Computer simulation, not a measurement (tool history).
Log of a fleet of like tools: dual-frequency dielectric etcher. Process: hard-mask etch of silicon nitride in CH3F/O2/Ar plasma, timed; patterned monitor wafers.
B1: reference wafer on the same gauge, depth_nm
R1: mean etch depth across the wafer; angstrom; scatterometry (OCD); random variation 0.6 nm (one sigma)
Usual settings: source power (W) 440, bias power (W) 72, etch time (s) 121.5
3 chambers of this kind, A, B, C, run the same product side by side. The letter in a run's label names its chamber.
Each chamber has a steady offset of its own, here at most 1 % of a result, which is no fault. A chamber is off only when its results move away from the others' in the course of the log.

{"run": "1C", "hour": 5.8, "source power (W)": 440, "bias power (W)": 72, "etch time (s)": 121.5, "B1": 103.9, "R1": 882.69}
{"run": "2B", "hour": 12.2, "source power (W)": 440, "bias power (W)": 72, "etch time (s)": 121.5, "B1": 103.98, "R1": 893.5}
{"run": "3A", "hour": 17.6, "source power (W)": 440, "bias power (W)": 72, "etch time (s)": 121.5, "B1": 103.92, "R1": 881.21}
{"run": "4C", "hour": 22.4, "source power (W)": 440, "bias power (W)": 72, "etch time (s)": 121.5, "B1": 103.76, "R1": 889.59}
{"run": "5B", "hour": 30.3, "source power (W)": 440, "bias power (W)": 72, "etch time (s)": 121.5, "B1": 103.98, "R1": 879.83}
{"run": "6A", "hour": 38.6, "source power (W)": 440, "bias power (W)": 72, "etch time (s)": 121.5, "B1": 103.92, "R1": 874.86}
{"run": "7A", "hour": 42.9, "source power (W)": 440, "bias power (W)": 79, "etch time (s)": 121.5, "B1": 103.85, "R1": 910.62}
{"run": "8B", "hour": 47.8, "source power (W)": 440, "bias power (W)": 79, "etch time (s)": 121.5, "B1": 103.78, "R1": 913.36}
{"run": "9C", "hour": 53.4, "source power (W)": 440, "bias power (W)": 79, "etch time (s)": 121.5, "B1": 103.94, "R1": 910.8}
{"run": "10C", "hour": 58.9, "source power (W)": 440, "bias power (W)": 72, "etch time (s)": 121.5, "B1": 103.99, "R1": 880.42}
{"run": "11B", "hour": 64.1, "source power (W)": 440, "bias power (W)": 72, "etch time (s)": 121.5, "B1": 103.9, "R1": 876.95}
{"run": "12A", "hour": 71.3, "source power (W)": 440, "bias power (W)": 72, "etch time (s)": 121.5, "B1": 104.08, "R1": 880.81}
{"run": "13A", "hour": 79.3, "source power (W)": 350, "bias power (W)": 72, "etch time (s)": 121.5, "B1": 103.75, "R1": 795.27}
{"run": "14B", "hour": 87.3, "source power (W)": 350, "bias power (W)": 72, "etch time (s)": 121.5, "B1": 104.03, "R1": 817.53}
{"run": "15C", "hour": 91.0, "source power (W)": 350, "bias power (W)": 72, "etch time (s)": 121.5, "B1": 103.99, "R1": 820.98}
{"run": "16A", "hour": 98.1, "source power (W)": 440, "bias power (W)": 72, "etch time (s)": 121.5, "B1": 103.89, "R1": 867.23}
{"run": "17B", "hour": 104.9, "source power (W)": 440, "bias power (W)": 72, "etch time (s)": 121.5, "B1": 103.98, "R1": 898.65}
{"run": "18C", "hour": 110.6, "source power (W)": 440, "bias power (W)": 72, "etch time (s)": 121.5, "B1": 104.1, "R1": 882.41}
{"run": "19C", "hour": 117.8, "source power (W)": 440, "bias power (W)": 72, "etch time (s)": 121.5, "B1": 103.88, "R1": 889.8}
{"run": "20A", "hour": 126.2, "source power (W)": 440, "bias power (W)": 72, "etch time (s)": 121.5, "B1": 103.99, "R1": 885.82}
{"run": "21B", "hour": 130.8, "source power (W)": 440, "bias power (W)": 72, "etch time (s)": 121.5, "B1": 103.74, "R1": 881.48}
{"run": "22B", "hour": 136.5, "source power (W)": 440, "bias power (W)": 72, "etch time (s)": 143.5, "B1": 103.76, "R1": 1052.5}
{"run": "23C", "hour": 144.5, "source power (W)": 440, "bias power (W)": 72, "etch time (s)": 143.5, "B1": 103.97, "R1": 1048.2}
{"run": "24A", "hour": 151.9, "source power (W)": 440, "bias power (W)": 72, "etch time (s)": 143.5, "B1": 103.99, "R1": 1033.0}

Is one chamber off against the others, does the gauge drift, or is nothing wrong? If a chamber is off, say which, and what the likeliest cause is.

No chamber stands off beyond its own small offset, and the gauge holds steady.

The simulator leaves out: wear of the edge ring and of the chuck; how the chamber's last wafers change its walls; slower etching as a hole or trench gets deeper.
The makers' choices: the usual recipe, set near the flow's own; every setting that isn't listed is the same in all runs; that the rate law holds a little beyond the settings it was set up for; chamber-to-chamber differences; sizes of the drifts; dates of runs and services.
